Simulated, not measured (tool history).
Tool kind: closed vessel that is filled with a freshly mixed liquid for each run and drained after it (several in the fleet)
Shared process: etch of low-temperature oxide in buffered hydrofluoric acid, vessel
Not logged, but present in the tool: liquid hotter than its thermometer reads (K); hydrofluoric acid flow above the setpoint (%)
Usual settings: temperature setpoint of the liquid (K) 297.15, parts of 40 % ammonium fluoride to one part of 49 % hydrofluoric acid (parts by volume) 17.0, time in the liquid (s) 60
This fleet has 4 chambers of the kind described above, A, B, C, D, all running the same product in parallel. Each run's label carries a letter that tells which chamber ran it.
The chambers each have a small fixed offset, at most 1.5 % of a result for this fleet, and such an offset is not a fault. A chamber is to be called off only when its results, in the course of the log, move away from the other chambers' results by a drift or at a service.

run	day	temperature setpoint of the liquid (K)	parts of 40 % ammonium fluoride to one part of 49 % hydrofluoric acid (parts by volume)	time in the liquid (s)	hours since the thermometer was replaced	hours since the hydrofluoric acid flow meter was replaced	read-back film thickness of the low-temperature oxide reference wafer, read on the same gauge (nm)	thickness taken off the low-temperature oxide on a monitor wafer (angstrom)
1B	0.271	297.15	17.0	60	749.1	391.7	129.97	1102.00
2C	0.521	297.15	17.0	60	1493.2	577.0	130.02	1108.30
3A	0.938	297.15	17.0	60	288.6	1336.0	130.00	1124.70
4D	1.383	297.15	17.0	60	229.4	970.0	129.98	1100.60
5A	1.700	297.15	17.0	60	306.9	1354.3	130.02	1147.90
6B	1.954	297.15	17.0	60	789.5	432.1	130.01	1115.20
7D	2.338	297.15	17.0	60	252.3	992.9	129.99	1118.20
8C	2.579	297.15	17.0	60	1542.6	626.4	130.00	1123.50
9A	2.925	292.65	21.5	60	336.3	1383.7	129.99	720.38
10C	3.329	292.65	21.5	60	1560.6	644.4	129.99	699.08
11B	3.721	292.65	21.5	60	831.9	474.5	130.00	708.45
12D	3.967	292.65	21.5	60	291.4	1032.0	130.01	721.70
13C	4.367	297.15	17.0	60	1585.5	669.3	130.00	1124.00
14A	4.746	297.15	17.0	60	380.0	1427.4	129.99	1133.70
15B	5.104	297.15	17.0	60	865.1	507.7	129.99	1122.90
16D	5.462	297.15	17.0	60	327.3	1067.9	129.98	1142.20
17C	5.842	297.15	17.0	60	1620.9	704.7	129.99	1113.50
18D	6.146	297.15	17.0	60	343.7	1084.3	130.00	1145.50
19B	6.529	297.15	17.0	60	899.3	541.9	130.02	1120.30
20A	6.788	297.15	17.0	60	429.0	1476.4	130.01	1120.60
21C	7.125	297.15	17.0	60	1651.7	735.5	130.01	1115.10
22D	7.454	297.15	17.0	35	375.1	1115.7	129.98	692.76
23A	7.733	297.15	17.0	35	451.7	1499.1	130.01	666.38
24B	8.100	297.15	17.0	35	937.0	579.6	129.99	653.58
25C	8.479	297.15	17.0	35	1684.2	768.0	130.01	642.06
26A	8.721	297.15	17.0	60	475.4	1522.8	129.98	1147.80
27B	8.946	297.15	17.0	60	957.3	599.9	129.98	1125.30
28D	9.317	297.15	17.0	60	419.8	1160.4	130.00	1161.20
29B	9.542	297.15	17.0	60	971.6	614.2	130.00	1135.20
# day 9.979: chamber C: thermometer replaced
30C	9.988	297.15	17.0	60	0.2	804.2	130.00	1108.80
31A	10.258	301.65	17.0	60	512.3	1559.7	130.00	1445.40
32D	10.671	301.65	17.0	60	452.3	1192.9	129.98	1533.40

Next, every chamber runs the same settings. What will each give?
33A	10.992	297.15	17.0	60				?
33B	10.992	297.15	17.0	60				?
33C	10.992	297.15	17.0	60				?
33D	10.992	297.15	17.0	60				?

run	thickness taken off the low-temperature oxide on a monitor wafer (angstrom)
33A	1129.40
33B	1120.60
33C	1101.90
33D	1187.50
